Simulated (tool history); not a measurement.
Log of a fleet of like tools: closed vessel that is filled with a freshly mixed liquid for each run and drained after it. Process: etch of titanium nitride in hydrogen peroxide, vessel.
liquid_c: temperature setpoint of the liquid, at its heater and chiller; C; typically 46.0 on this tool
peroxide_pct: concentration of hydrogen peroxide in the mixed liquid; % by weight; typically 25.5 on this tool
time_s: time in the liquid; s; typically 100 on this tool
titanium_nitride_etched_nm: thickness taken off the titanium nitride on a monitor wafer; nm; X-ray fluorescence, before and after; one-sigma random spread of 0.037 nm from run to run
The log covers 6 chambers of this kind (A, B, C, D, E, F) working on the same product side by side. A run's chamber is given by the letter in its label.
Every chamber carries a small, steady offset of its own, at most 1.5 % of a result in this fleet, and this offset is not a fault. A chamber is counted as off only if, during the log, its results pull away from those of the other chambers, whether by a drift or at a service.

run   hour  liquid_c  peroxide_pct  time_s  hours since the thermometer was replaced  hours since the peroxide flow meter was replaced  hours since the drum of peroxide was connected  read-back film thickness of the titanium nitride reference wafer, read on the same gauge (nm)  titanium_nitride_etched_nm
 1E    5.6      46.0          25.5     100                                     235.0                                            1192.6                                           845.6                                                                                         70.053                      6.6378
 2C   12.8      46.0          25.5     100                                     333.4                                              32.8                                          1087.9                                                                                         70.029                      6.4915
 3B   19.8      46.0          25.5     100                                    1493.9                                            1021.3                                            73.0                                                                                         70.000                      6.4704
 4D   29.8      46.0          25.5     100                                     367.9                                            1926.1                                           221.1                                                                                         69.951                      6.5271
 5F   38.0      46.0          25.5     100                                      46.7                                             552.7                                            89.1                                                                                         69.949                      6.4694
 6A   47.0      54.0          25.5      55                                      81.5                                             375.9                                           632.3                                                                                         69.958                      6.3766
      53.3  -- chamber D: peroxide flow meter replaced
 7D   55.2      54.0          25.5      55                                     393.3                                               1.9                                           246.5                                                                                         70.006                      6.3763
 8B   65.6      54.0          25.5      55                                    1539.7                                            1067.1                                           118.8                                                                                         70.024                      6.4406
 9A   70.5      54.0          25.5      55                                     105.0                                             399.4                                           655.8                                                                                         69.990                      6.3484
10F   75.4      54.0          25.5      55                                      84.1                                             590.1                                           126.5                                                                                         69.995                      6.3368
11E   84.9      54.0          25.5      55                                     314.3                                            1271.9                                           924.9                                                                                         70.004                      6.4280
12C   95.2      46.0          25.5     100                                     415.8                                             115.2                                          1170.3                                                                                         70.034                      6.4777
13F  102.6      46.0          25.5     100                                     111.3                                             617.3                                           153.7                                                                                         69.991                      6.4850
14A  113.2      46.0          25.5     100                                     147.7                                             442.1                                           698.5                                                                                         70.018                      6.5009
15D  121.7      46.0          25.5     100                                     459.8                                              68.4                                           313.0                                                                                         69.960                      6.4118
16B  131.9      38.5          25.5     125                                    1606.0                                            1133.4                                           185.1                                                                                         69.998                      4.6017
17C  142.1      38.5          25.5     125                                     462.7                                             162.1                                          1217.2                                                                                         69.996                      4.5450
18E  147.4      38.5          25.5     125                                     376.8                                            1334.4                                           987.4                                                                                         70.013                      4.7014
19D  156.3      38.5          25.5     125                                     494.4                                             103.0                                           347.6                                                                                         69.982                      4.5593
20C  166.3      38.5          25.5     125                                     486.9                                             186.3                                          1241.4                                                                                         70.004                      4.5257
21F  175.9      38.5          25.5     125                                     184.6                                             690.6                                           227.0                                                                                         69.980                      4.5962
22B  181.3      46.0          28.5      80                                    1655.4                                            1182.8                                           234.5                                                                                         69.979                      5.3649
23E  188.4      46.0          28.5      80                                     417.8                                            1375.4                                          1028.4                                                                                         70.020                      5.4137
24A  198.6      46.0          28.5      80                                     233.1                                             527.5                                           783.9                                                                                         69.995                      5.4062
25F  208.6      46.0          28.5      80                                     217.3                                             723.3                                           259.7                                                                                         70.015                      5.3339
26B  216.5      46.0          28.5      80                                    1690.6                                            1218.0                                           269.7                                                                                         69.991                      5.3710
27E  227.1      46.0          28.5      80                                     456.5                                            1414.1                                          1067.1                                                                                         69.960                      5.3957
28A  236.6      46.0          25.5     100                                     271.1                                             565.5                                           821.9                                                                                         69.977                      6.5811
29D  247.0      46.0          25.5     100                                     585.1                                             193.7                                           438.3                                                                                         69.977                      6.4455
     254.1  -- chamber E: new drum of peroxide connected
30C  255.7      46.0          25.5     100                                     576.3                                             275.7                                          1330.8                                                                                         69.965                      6.2140
31A  261.6      46.0          25.5     100                                     296.1                                             590.5                                           846.9                                                                                         70.013                      6.4757
32D  267.5      46.0          25.5     100                                     605.6                                             214.2                                           458.8                                                                                         69.965                      6.4502
     269.1  -- chamber D: thermometer replaced
     275.9  -- chamber C: new drum of peroxide connected
33F  277.7      46.0          25.5     100                                     286.4                                             792.4                                           328.8                                                                                         70.009                      6.4794
34E  285.9      46.0          25.5     100                                     515.3                                            1472.9                                            31.9                                                                                         69.962                      6.5533
35B  293.8      46.0          25.5     100                                    1767.9                                            1295.3                                           347.0                                                                                         69.988                      6.4810
36C  300.2      46.0          25.5     145                                     620.8                                             320.2                                            24.3                                                                                         69.974                      8.8594
37D  308.2      46.0          25.5     145                                      39.2                                             254.9                                           499.5                                                                                         70.004                      9.3637
38C  316.3      46.0          25.5     145                                     636.9                                             336.3                                            40.4                                                                                         69.988                      8.7769
39A  323.6      46.0          25.5     145                                     358.1                                             652.5                                           908.9                                                                                         69.974                      9.4274
40B  331.8      46.0          25.5     145                                    1805.9                                            1333.3                                           385.0                                                                                         69.983                      9.5007
41F  339.8      46.0          25.5     145                                     348.5                                             854.5                                           390.9                                                                                         69.987                      9.4304
42E  348.6      46.0          25.5     100                                     578.0                                            1535.6                                            94.6                                                                                         70.005                      6.5278
43D  359.1      46.0          25.5     100                                      90.1                                             305.8                                           550.4                                                                                         69.982                      6.3990
44A  367.7      46.0          25.5     100                                     402.2                                             696.6                                           953.0                                                                                         70.025                      6.4898

Read the log: is a single chamber off, either drifting away or since a service, is the gauge that measures every chamber drifting, or is nothing wrong beyond small per-chamber offsets? Name any odd chamber and what most likely caused it.

One chamber, C, drifts off from the rest bit by bit.
What lies behind it: liquid colder than its thermometer reads (K) = 1.11.

Below are 4 candidate recipes for chamber C's next run, each the usual settings with a change, their results shown as question marks. Which of them brings C's results back in line with what the other chambers give on the usual settings?
In-line tolerance around the mean of the other chambers on the usual settings: titanium_nitride_etched_nm 0.1300 nm
45C-1  375.4      46.0          17.5     100                                                                                                                                                                                                                                                                      ?
45C-2  375.4      46.5          25.5     105                                                                                                                                                                                                                                                                      ?
45C-3  375.4      45.5          25.5     100                                                                                                                                                                                                                                                                      ?
45C-4  375.4      46.5          25.5     100                                                                                                                                                                                                                                                                      ?

Average result of the remaining chambers running the usual settings: titanium_nitride_etched_nm 6.5036 nm
  run  titanium_nitride_etched_nm
45C-1                      5.4902
45C-2                      6.4923
45C-3                      5.7388
45C-4                      6.1831
The answer is 45C-2, which returns the chamber to within the allowed miss of the others.

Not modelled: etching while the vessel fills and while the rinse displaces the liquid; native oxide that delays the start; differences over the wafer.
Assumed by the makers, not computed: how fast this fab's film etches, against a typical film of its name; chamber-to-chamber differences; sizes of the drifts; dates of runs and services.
